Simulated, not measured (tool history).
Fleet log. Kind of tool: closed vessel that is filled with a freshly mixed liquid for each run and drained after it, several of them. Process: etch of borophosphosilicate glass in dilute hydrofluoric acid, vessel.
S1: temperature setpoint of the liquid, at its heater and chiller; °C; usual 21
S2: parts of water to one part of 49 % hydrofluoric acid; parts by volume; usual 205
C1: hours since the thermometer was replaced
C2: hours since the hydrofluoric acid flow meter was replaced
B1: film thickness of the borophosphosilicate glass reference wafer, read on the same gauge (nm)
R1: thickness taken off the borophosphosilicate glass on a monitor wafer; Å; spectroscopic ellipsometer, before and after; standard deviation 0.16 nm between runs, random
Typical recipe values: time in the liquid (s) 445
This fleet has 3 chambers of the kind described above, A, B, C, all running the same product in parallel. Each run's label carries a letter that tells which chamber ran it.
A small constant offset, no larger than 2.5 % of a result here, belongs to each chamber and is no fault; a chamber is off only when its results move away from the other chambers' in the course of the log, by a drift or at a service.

run 1A day=0.288 | S1=21 S2=205 time_in_the_liquid_(s)=445 | C1=938.1 C2=1249.1 | B1=90.006 | R1=452.4
run 2B day=0.567 | S1=21 S2=205 time_in_the_liquid_(s)=445 | C1=31.5 C2=155.6 | B1=89.989 | R1=447.14
run 3C day=0.925 | S1=21 S2=205 time_in_the_liquid_(s)=445 | C1=1167.7 C2=24.8 | B1=90.001 | R1=448.74
run 4A day=1.221 | S1=21 S2=205 time_in_the_liquid_(s)=445 | C1=960.5 C2=1271.5 | B1=89.992 | R1=456.49
run 5C day=1.492 | S1=21 S2=205 time_in_the_liquid_(s)=445 | C1=1181.3 C2=38.4 | B1=90.005 | R1=450.33
run 6B day=1.842 | S1=21 S2=135 time_in_the_liquid_(s)=675 | C1=62.1 C2=186.2 | B1=89.983 | R1=1099.6
run 7A day=2.2 | S1=21 S2=135 time_in_the_liquid_(s)=675 | C1=984 C2=1295 | B1=89.97 | R1=1136.3
run 8B day=2.367 | S1=21 S2=135 time_in_the_liquid_(s)=675 | C1=74.7 C2=198.8 | B1=89.938 | R1=1095.8
run 9C day=2.588 | S1=21 S2=205 time_in_the_liquid_(s)=190 | C1=1207.6 C2=64.7 | B1=90.017 | R1=192.44
run 10C day=2.85 | S1=21 S2=205 time_in_the_liquid_(s)=190 | C1=1213.9 C2=71 | B1=90.017 | R1=190.86
run 11B day=3.146 | S1=21 S2=205 time_in_the_liquid_(s)=190 | C1=93.4 C2=217.5 | B1=90.004 | R1=189.03
run 12A day=3.475 | S1=21 S2=205 time_in_the_liquid_(s)=445 | C1=1014.6 C2=1325.6 | B1=89.994 | R1=456.31
run 13C day=3.646 | S1=21 S2=205 time_in_the_liquid_(s)=445 | C1=1233 C2=90.1 | B1=90.001 | R1=449.15
run 14A day=3.842 | S1=21 S2=275 time_in_the_liquid_(s)=445 | C1=1023.4 C2=1334.4 | B1=90.003 | R1=315.36
-- day=3.879 chamber C: thermometer replaced
run 15B day=4.067 | S1=21 S2=275 time_in_the_liquid_(s)=445 | C1=115.5 C2=239.6 | B1=90.023 | R1=309.55
run 16A day=4.238 | S1=21 S2=275 time_in_the_liquid_(s)=445 | C1=1032.9 C2=1343.9 | B1=90.027 | R1=316.74
run 17B day=4.417 | S1=21 S2=205 time_in_the_liquid_(s)=445 | C1=123.9 C2=248 | B1=90.021 | R1=447.09
run 18C day=4.579 | S1=21 S2=205 time_in_the_liquid_(s)=445 | C1=16.9 C2=112.5 | B1=90.006 | R1=449.81
run 19C day=4.925 | S1=21 S2=205 time_in_the_liquid_(s)=580 | C1=25.2 C2=120.8 | B1=89.952 | R1=581.39
run 20A day=5.196 | S1=21 S2=205 time_in_the_liquid_(s)=580 | C1=1055.9 C2=1366.9 | B1=90.008 | R1=595.31
run 21B day=5.554 | S1=21 S2=205 time_in_the_liquid_(s)=580 | C1=151.2 C2=275.3 | B1=89.998 | R1=577.83
run 22C day=5.85 | S1=21 S2=205 time_in_the_liquid_(s)=445 | C1=47.4 C2=143 | B1=90.034 | R1=449.84
run 23A day=6.158 | S1=21 S2=205 time_in_the_liquid_(s)=445 | C1=1079 C2=1390 | B1=89.998 | R1=452.79
run 24B day=6.429 | S1=18 S2=205 time_in_the_liquid_(s)=355 | C1=172.2 C2=296.3 | B1=89.97 | R1=317.63
run 25B day=6.767 | S1=18 S2=205 time_in_the_liquid_(s)=355 | C1=180.3 C2=304.4 | B1=90.025 | R1=316.77
run 26A day=7.046 | S1=18 S2=205 time_in_the_liquid_(s)=355 | C1=1100.3 C2=1411.3 | B1=89.949 | R1=321.25
run 27C day=7.358 | S1=21 S2=205 time_in_the_liquid_(s)=445 | C1=83.6 C2=179.2 | B1=89.986 | R1=447.39
run 28C day=7.55 | S1=21 S2=205 time_in_the_liquid_(s)=445 | C1=88.2 C2=183.8 | B1=89.987 | R1=448.12
run 29B day=7.742 | S1=21 S2=205 time_in_the_liquid_(s)=445 | C1=203.7 C2=327.8 | B1=90.013 | R1=449.12
run 30A day=7.967 | S1=21 S2=205 time_in_the_liquid_(s)=445 | C1=1122.4 C2=1433.4 | B1=90.011 | R1=453.67
run 31B day=8.229 | S1=21 S2=205 time_in_the_liquid_(s)=445 | C1=215.4 C2=339.5 | B1=89.994 | R1=447.26

Predict what each chamber gives when all 3 of them run the settings below next.
run 32A day=8.492 | S1=24 S2=205 time_in_the_liquid_(s)=445 | R1=?
run 32B day=8.492 | S1=24 S2=205 time_in_the_liquid_(s)=445 | R1=?
run 32C day=8.492 | S1=24 S2=205 time_in_the_liquid_(s)=445 | R1=?

run=32A R1=512.37
run=32B R1=497.23
run=32C R1=502.66
